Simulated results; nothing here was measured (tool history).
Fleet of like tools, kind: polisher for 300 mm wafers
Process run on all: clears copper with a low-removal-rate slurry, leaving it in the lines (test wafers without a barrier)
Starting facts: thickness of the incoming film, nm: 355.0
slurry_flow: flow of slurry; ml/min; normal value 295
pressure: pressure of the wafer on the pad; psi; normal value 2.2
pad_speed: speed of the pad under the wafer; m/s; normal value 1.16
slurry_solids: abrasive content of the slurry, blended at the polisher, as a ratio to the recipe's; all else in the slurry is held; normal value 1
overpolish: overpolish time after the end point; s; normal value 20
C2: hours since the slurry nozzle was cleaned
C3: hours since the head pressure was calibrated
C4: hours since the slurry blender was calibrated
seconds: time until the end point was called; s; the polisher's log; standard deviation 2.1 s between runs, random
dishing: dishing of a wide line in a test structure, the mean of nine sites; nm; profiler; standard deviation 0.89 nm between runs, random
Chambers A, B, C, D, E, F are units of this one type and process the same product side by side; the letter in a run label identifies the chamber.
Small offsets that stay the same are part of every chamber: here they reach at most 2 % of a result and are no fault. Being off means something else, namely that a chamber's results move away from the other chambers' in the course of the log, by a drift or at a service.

{"run": "1A", "day": 0.188, "slurry_flow": 295, "pressure": 2.2, "pad_speed": 1.16, "slurry_solids": 1, "overpolish": 20, "wafers polished on this pad": 448, "C2": 138.4, "C3": 74.8, "C4": 63.3, "seconds": 115.91, "dishing": 37.163}
{"run": "2F", "day": 0.408, "slurry_flow": 295, "pressure": 2.2, "pad_speed": 1.16, "slurry_solids": 1, "overpolish": 20, "wafers polished on this pad": 992, "C2": 127, "C3": 63.8, "C4": 447.9, "seconds": 119.6, "dishing": 37.913}
{"run": "3D", "day": 0.621, "slurry_flow": 295, "pressure": 2.2, "pad_speed": 1.16, "slurry_solids": 1, "overpolish": 20, "wafers polished on this pad": 741, "C2": 189.8, "C3": 307.6, "C4": 78.6, "seconds": 122.49, "dishing": 39.166}
{"day": 0.638, "done": "chamber D: worn pad replaced by a new one"}
{"run": "4C", "day": 0.867, "slurry_flow": 295, "pressure": 2.2, "pad_speed": 1.16, "slurry_solids": 1, "overpolish": 20, "wafers polished on this pad": 410, "C2": 410.5, "C3": 802.9, "C4": 87.7, "seconds": 121.64, "dishing": 36.494}
{"run": "5E", "day": 1.025, "slurry_flow": 295, "pressure": 2.2, "pad_speed": 1.16, "slurry_solids": 1, "overpolish": 20, "wafers polished on this pad": 477, "C2": 317.6, "C3": 617.4, "C4": 96.6, "seconds": 121.18, "dishing": 37.138}
{"day": 1.05, "done": "chamber F: worn pad replaced by a new one"}
{"run": "6B", "day": 1.192, "slurry_flow": 295, "pressure": 2.2, "pad_speed": 1.16, "slurry_solids": 1, "overpolish": 20, "wafers polished on this pad": 443, "C2": 74.6, "C3": 279.7, "C4": 150.2, "seconds": 120.16, "dishing": 38.582}
{"run": "7B", "day": 1.429, "slurry_flow": 295, "pressure": 2.2, "pad_speed": 1.16, "slurry_solids": 1, "overpolish": 20, "wafers polished on this pad": 470, "C2": 80.3, "C3": 285.4, "C4": 155.9, "seconds": 120.5, "dishing": 38.637}
{"run": "8C", "day": 1.588, "slurry_flow": 355, "pressure": 1.5, "pad_speed": 1.16, "slurry_solids": 1, "overpolish": 20, "wafers polished on this pad": 492, "C2": 427.8, "C3": 820.2, "C4": 105, "seconds": 171.16, "dishing": 26.702}
{"run": "9F", "day": 1.717, "slurry_flow": 355, "pressure": 1.5, "pad_speed": 1.16, "slurry_solids": 1, "overpolish": 20, "wafers polished on this pad": 75, "C2": 158.4, "C3": 95.2, "C4": 479.3, "seconds": 169.87, "dishing": 27.416}
{"run": "10D", "day": 1.838, "slurry_flow": 355, "pressure": 1.5, "pad_speed": 1.16, "slurry_solids": 1, "overpolish": 20, "wafers polished on this pad": 136, "C2": 219, "C3": 336.8, "C4": 107.8, "seconds": 173.15, "dishing": 26.81}
{"day": 2.042, "done": "chamber D: slurry blender recalibrated"}
{"run": "11A", "day": 2.088, "slurry_flow": 355, "pressure": 1.5, "pad_speed": 1.16, "slurry_solids": 1, "overpolish": 20, "wafers polished on this pad": 664, "C2": 184, "C3": 120.4, "C4": 108.9, "seconds": 170.05, "dishing": 28.395}
{"run": "12E", "day": 2.325, "slurry_flow": 355, "pressure": 1.5, "pad_speed": 1.16, "slurry_solids": 1, "overpolish": 20, "wafers polished on this pad": 624, "C2": 348.8, "C3": 648.6, "C4": 127.8, "seconds": 177.35, "dishing": 27.78}
{"run": "13D", "day": 2.458, "slurry_flow": 355, "pressure": 1.5, "pad_speed": 1.16, "slurry_solids": 1, "overpolish": 20, "wafers polished on this pad": 206, "C2": 233.9, "C3": 351.7, "C4": 10.1, "seconds": 169.28, "dishing": 28.192}
{"day": 2.504, "done": "chamber F: slurry blender recalibrated"}
{"run": "14E", "day": 2.638, "slurry_flow": 295, "pressure": 2.2, "pad_speed": 1.16, "slurry_solids": 1, "overpolish": 20, "wafers polished on this pad": 659, "C2": 356.3, "C3": 656.1, "C4": 135.3, "seconds": 122.9, "dishing": 38.554}
{"day": 2.812, "done": "chamber A: slurry blender recalibrated"}
{"run": "15B", "day": 2.833, "slurry_flow": 295, "pressure": 2.2, "pad_speed": 1.16, "slurry_solids": 1, "overpolish": 20, "wafers polished on this pad": 629, "C2": 114, "C3": 319.1, "C4": 189.6, "seconds": 118.39, "dishing": 38.447}
{"run": "16C", "day": 2.996, "slurry_flow": 295, "pressure": 2.2, "pad_speed": 1.16, "slurry_solids": 1, "overpolish": 20, "wafers polished on this pad": 651, "C2": 461.6, "C3": 854, "C4": 138.8, "seconds": 122.17, "dishing": 37.358}
{"run": "17A", "day": 3.212, "slurry_flow": 295, "pressure": 2.2, "pad_speed": 1.16, "slurry_solids": 1, "overpolish": 20, "wafers polished on this pad": 791, "C2": 211, "C3": 147.4, "C4": 9.6, "seconds": 117.91, "dishing": 38.135}
{"run": "18F", "day": 3.362, "slurry_flow": 295, "pressure": 2.2, "pad_speed": 1.16, "slurry_solids": 1, "overpolish": 20, "wafers polished on this pad": 262, "C2": 197.9, "C3": 134.7, "C4": 20.7, "seconds": 117.67, "dishing": 37.648}
{"run": "19E", "day": 3.504, "slurry_flow": 295, "pressure": 2.2, "pad_speed": 1.16, "slurry_solids": 1, "overpolish": 20, "wafers polished on this pad": 758, "C2": 377.1, "C3": 676.9, "C4": 156.1, "seconds": 117.31, "dishing": 39.687}
{"run": "20B", "day": 3.708, "slurry_flow": 295, "pressure": 2.2, "pad_speed": 1.16, "slurry_solids": 1, "overpolish": 20, "wafers polished on this pad": 728, "C2": 135, "C3": 340.1, "C4": 210.6, "seconds": 119.44, "dishing": 38.403}
{"day": 3.729, "done": "chamber F: slurry nozzle cleaned"}
{"run": "21F", "day": 3.912, "slurry_flow": 295, "pressure": 2.2, "pad_speed": 1.16, "slurry_solids": 1, "overpolish": 20, "wafers polished on this pad": 324, "C2": 4.4, "C3": 147.9, "C4": 33.9, "seconds": 119.39, "dishing": 39.72}
{"day": 3.971, "done": "chamber E: slurry blender recalibrated"}
{"run": "22C", "day": 4.117, "slurry_flow": 295, "pressure": 1.9, "pad_speed": 1.16, "slurry_solids": 1, "overpolish": 20, "wafers polished on this pad": 778, "C2": 488.5, "C3": 880.9, "C4": 165.7, "seconds": 138.53, "dishing": 33.991}
{"day": 4.167, "done": "chamber E: head pressure recalibrated"}
{"run": "23A", "day": 4.238, "slurry_flow": 295, "pressure": 1.9, "pad_speed": 1.16, "slurry_solids": 1, "overpolish": 20, "wafers polished on this pad": 907, "C2": 235.6, "C3": 172, "C4": 34.2, "seconds": 136.22, "dishing": 33.452}
{"run": "24D", "day": 4.467, "slurry_flow": 295, "pressure": 1.9, "pad_speed": 1.16, "slurry_solids": 1, "overpolish": 20, "wafers polished on this pad": 434, "C2": 282.1, "C3": 399.9, "C4": 58.3, "seconds": 142.41, "dishing": 33.132}
{"run": "25A", "day": 4.588, "slurry_flow": 295, "pressure": 1.9, "pad_speed": 1.16, "slurry_solids": 1, "overpolish": 20, "wafers polished on this pad": 947, "C2": 244, "C3": 180.4, "C4": 42.6, "seconds": 139.08, "dishing": 35.125}
{"run": "26E", "day": 4.792, "slurry_flow": 295, "pressure": 1.9, "pad_speed": 1.16, "slurry_solids": 1, "overpolish": 20, "wafers polished on this pad": 904, "C2": 408, "C3": 15, "C4": 19.7, "seconds": 126.57, "dishing": 36.064}
{"day": 4.888, "done": "chamber A: worn pad replaced by a new one"}
{"run": "27C", "day": 4.988, "slurry_flow": 295, "pressure": 1.9, "pad_speed": 1.16, "slurry_solids": 1, "overpolish": 20, "wafers polished on this pad": 877, "C2": 509.4, "C3": 901.8, "C4": 186.6, "seconds": 139.62, "dishing": 32.658}
{"run": "28F", "day": 5.179, "slurry_flow": 295, "pressure": 2.2, "pad_speed": 1.16, "slurry_solids": 1, "overpolish": 20, "wafers polished on this pad": 468, "C2": 34.8, "C3": 178.3, "C4": 64.3, "seconds": 119.36, "dishing": 38.85}
{"day": 5.196, "done": "chamber B: slurry blender recalibrated"}
{"run": "29B", "day": 5.417, "slurry_flow": 295, "pressure": 2.2, "pad_speed": 1.16, "slurry_solids": 1, "overpolish": 20, "wafers polished on this pad": 922, "C2": 176, "C3": 381.1, "C4": 5.3, "seconds": 116.85, "dishing": 39.32}
{"run": "30D", "day": 5.675, "slurry_flow": 295, "pressure": 2.2, "pad_speed": 1.16, "slurry_solids": 1, "overpolish": 20, "wafers polished on this pad": 571, "C2": 311.1, "C3": 428.9, "C4": 87.3, "seconds": 119.84, "dishing": 38.274}
{"run": "31E", "day": 5.946, "slurry_flow": 295, "pressure": 2.2, "pad_speed": 1.16, "slurry_solids": 1, "overpolish": 20, "wafers polished on this pad": 1034, "C2": 435.7, "C3": 42.7, "C4": 47.4, "seconds": 106.32, "dishing": 41.903}
{"run": "32D", "day": 6.075, "slurry_flow": 295, "pressure": 2.2, "pad_speed": 1.16, "slurry_solids": 1, "overpolish": 20, "wafers polished on this pad": 616, "C2": 320.7, "C3": 438.5, "C4": 96.9, "seconds": 122.09, "dishing": 38.364}
{"run": "33F", "day": 6.3, "slurry_flow": 295, "pressure": 2.2, "pad_speed": 1.16, "slurry_solids": 1, "overpolish": 20, "wafers polished on this pad": 595, "C2": 61.7, "C3": 205.2, "C4": 91.2, "seconds": 117.11, "dishing": 37.456}
{"day": 6.371, "done": "chamber D: slurry nozzle cleaned"}
{"run": "34A", "day": 6.483, "slurry_flow": 295, "pressure": 2.2, "pad_speed": 1.16, "slurry_solids": 1, "overpolish": 20, "wafers polished on this pad": 181, "C2": 289.5, "C3": 225.9, "C4": 88.1, "seconds": 123.59, "dishing": 37.309}
{"day": 6.625, "done": "chamber C: slurry blender recalibrated"}
{"run": "35B", "day": 6.688, "slurry_flow": 295, "pressure": 2.2, "pad_speed": 1.16, "slurry_solids": 1, "overpolish": 20, "wafers polished on this pad": 1066, "C2": 206.5, "C3": 411.6, "C4": 35.8, "seconds": 118.64, "dishing": 38.843}
{"run": "36C", "day": 6.921, "slurry_flow": 295, "pressure": 2.2, "pad_speed": 1.16, "slurry_solids": 1, "overpolish": 20, "wafers polished on this pad": 1096, "C2": 555.8, "C3": 948.2, "C4": 7.2, "seconds": 123.66, "dishing": 38.464}
{"day": 6.954, "done": "chamber E: slurry nozzle cleaned"}
{"run": "37B", "day": 7.125, "slurry_flow": 295, "pressure": 2.2, "pad_speed": 1.16, "slurry_solids": 1, "overpolish": 20, "wafers polished on this pad": 1116, "C2": 217, "C3": 422.1, "C4": 46.3, "seconds": 119.36, "dishing": 39.584}
{"day": 7.279, "done": "chamber D: slurry blender recalibrated"}
{"run": "38E", "day": 7.296, "slurry_flow": 295, "pressure": 2.2, "pad_speed": 1.16, "slurry_solids": 1, "overpolish": 20, "wafers polished on this pad": 1187, "C2": 8.3, "C3": 75.1, "C4": 79.8, "seconds": 109.83, "dishing": 41.652}
{"day": 7.438, "done": "chamber A: slurry blender recalibrated"}
{"run": "39F", "day": 7.567, "slurry_flow": 295, "pressure": 2.2, "pad_speed": 1.16, "slurry_solids": 1, "overpolish": 20, "wafers polished on this pad": 738, "C2": 92.1, "C3": 235.6, "C4": 121.6, "seconds": 114.82, "dishing": 38.803}
{"run": "40D", "day": 7.767, "slurry_flow": 295, "pressure": 2.2, "pad_speed": 1.16, "slurry_solids": 1, "overpolish": 20, "wafers polished on this pad": 808, "C2": 33.5, "C3": 479.1, "C4": 11.8, "seconds": 119.94, "dishing": 38.799}
{"run": "41C", "day": 7.992, "slurry_flow": 295, "pressure": 2.2, "pad_speed": 1.16, "slurry_solids": 1, "overpolish": 20, "wafers polished on this pad": 1217, "C2": 581.5, "C3": 973.9, "C4": 32.9, "seconds": 119.53, "dishing": 37.686}
{"run": "42A", "day": 8.238, "slurry_flow": 295, "pressure": 2.2, "pad_speed": 1.16, "slurry_solids": 1, "overpolish": 20, "wafers polished on this pad": 380, "C2": 331.6, "C3": 268, "C4": 19.3, "seconds": 120.19, "dishing": 37.66}

All chambers now run identical settings, listed one chamber a line with results as question marks. What results will each chamber show?
{"run": "43A", "day": 8.433, "slurry_flow": 295, "pressure": 2.2, "pad_speed": 1.16, "slurry_solids": 1, "overpolish": 20, "seconds": "?", "dishing": "?"}
{"run": "43B", "day": 8.433, "slurry_flow": 295, "pressure": 2.2, "pad_speed": 1.16, "slurry_solids": 1, "overpolish": 20, "seconds": "?", "dishing": "?"}
{"run": "43C", "day": 8.433, "slurry_flow": 295, "pressure": 2.2, "pad_speed": 1.16, "slurry_solids": 1, "overpolish": 20, "seconds": "?", "dishing": "?"}
{"run": "43D", "day": 8.433, "slurry_flow": 295, "pressure": 2.2, "pad_speed": 1.16, "slurry_solids": 1, "overpolish": 20, "seconds": "?", "dishing": "?"}
{"run": "43E", "day": 8.433, "slurry_flow": 295, "pressure": 2.2, "pad_speed": 1.16, "slurry_solids": 1, "overpolish": 20, "seconds": "?", "dishing": "?"}
{"run": "43F", "day": 8.433, "slurry_flow": 295, "pressure": 2.2, "pad_speed": 1.16, "slurry_solids": 1, "overpolish": 20, "seconds": "?", "dishing": "?"}

run=43A seconds=116.33 dishing=38.895
run=43B seconds=120.27 dishing=37.443
run=43C seconds=123.3 dishing=39.095
run=43D seconds=123.96 dishing=37.354
run=43E seconds=108.34 dishing=41.293
run=43F seconds=116.16 dishing=39.269
